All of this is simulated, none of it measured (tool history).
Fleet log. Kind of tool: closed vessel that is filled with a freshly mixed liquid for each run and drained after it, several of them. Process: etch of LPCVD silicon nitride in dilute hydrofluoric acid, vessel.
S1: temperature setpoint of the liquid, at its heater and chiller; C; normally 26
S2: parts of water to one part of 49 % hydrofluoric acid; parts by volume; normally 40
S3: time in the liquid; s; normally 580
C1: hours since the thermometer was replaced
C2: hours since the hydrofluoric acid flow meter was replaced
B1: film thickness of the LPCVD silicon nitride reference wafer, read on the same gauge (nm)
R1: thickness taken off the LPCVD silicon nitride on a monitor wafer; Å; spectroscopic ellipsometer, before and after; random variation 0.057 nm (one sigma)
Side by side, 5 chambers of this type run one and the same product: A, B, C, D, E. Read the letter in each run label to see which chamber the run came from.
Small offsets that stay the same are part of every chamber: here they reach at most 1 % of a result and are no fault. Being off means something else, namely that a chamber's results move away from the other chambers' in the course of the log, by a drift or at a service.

run    day  S1  S2   S3      C1      C2      B1      R1
 1E  0.329  26  40  580   327.1   714.6  30.035  80.531
 2C  0.675  26  40  580    50.6    74.4  29.993  79.445
 3D  0.871  26  40  580   200.6   525.5  30.007  79.488
 4A  1.146  26  40  580  1052.7  1376.2  30.007  79.872
 5B  1.379  26  40  580   211.9   575.6  29.961   79.37
 6E  1.612  26  40  915   357.9   745.4  30.011  123.36
 7A  1.775  26  40  915  1067.8  1391.3  29.987  126.04
 8D  2.112  26  40  915   230.4   555.3  30.005  125.17
 9C  2.367  26  40  915    91.2     115  30.018  126.24
10B  2.558  26  40  915   240.2   603.9  30.002  125.71
11E  2.783  26  40  580     386   773.5  29.996  78.045
12D  3.083  26  40  580   253.7   578.6  29.986  79.841
13A  3.433  26  40  405  1107.6  1431.1  30.026  56.169
14C  3.783  26  40  405   125.2     149  29.995    56.1
15B  4.012  26  40  405   275.1   638.8  29.996  55.074
16E  4.292  26  40  405   422.2   809.7  29.977  55.751
17D  4.558  26  40  405   289.1     614  29.977  55.538
18B  4.779  26  40  580   293.5   657.2  30.043  79.583
19A  5.004  26  40  580  1145.3  1468.8  30.006  79.577
20C  5.233  26  40  580     160   183.8  30.002  80.695
21A  5.433  26  25  715  1155.6  1479.1  30.027  155.19
22D  5.712  26  25  715   316.8   641.7  29.997  154.99
23C  5.979  26  25  715   177.9   201.7  29.963  155.59
24E  6.333  26  25  715   471.2   858.7  29.986   155.5
25B  6.658  26  25  715   338.6   702.3  29.992  157.77
26B  6.846  26  40  580   343.1   706.8   30.04  80.416
27C  7.212  26  40  580   207.5   231.3  29.989  79.595
28E  7.533  26  40  580     500   887.5  30.003  78.506
29A    7.8  26  40  580  1212.4  1535.9  30.005   80.05
30D  8.112  26  40  580   374.4   699.3  30.026  78.977

One chamber off, gauge drift, or nothing amiss beyond the chambers' own small offsets? If it is a chamber, which one, and what is the likeliest cause?

Nothing is wrong: each chamber keeps only its own small, steady offset and the gauge holds still.
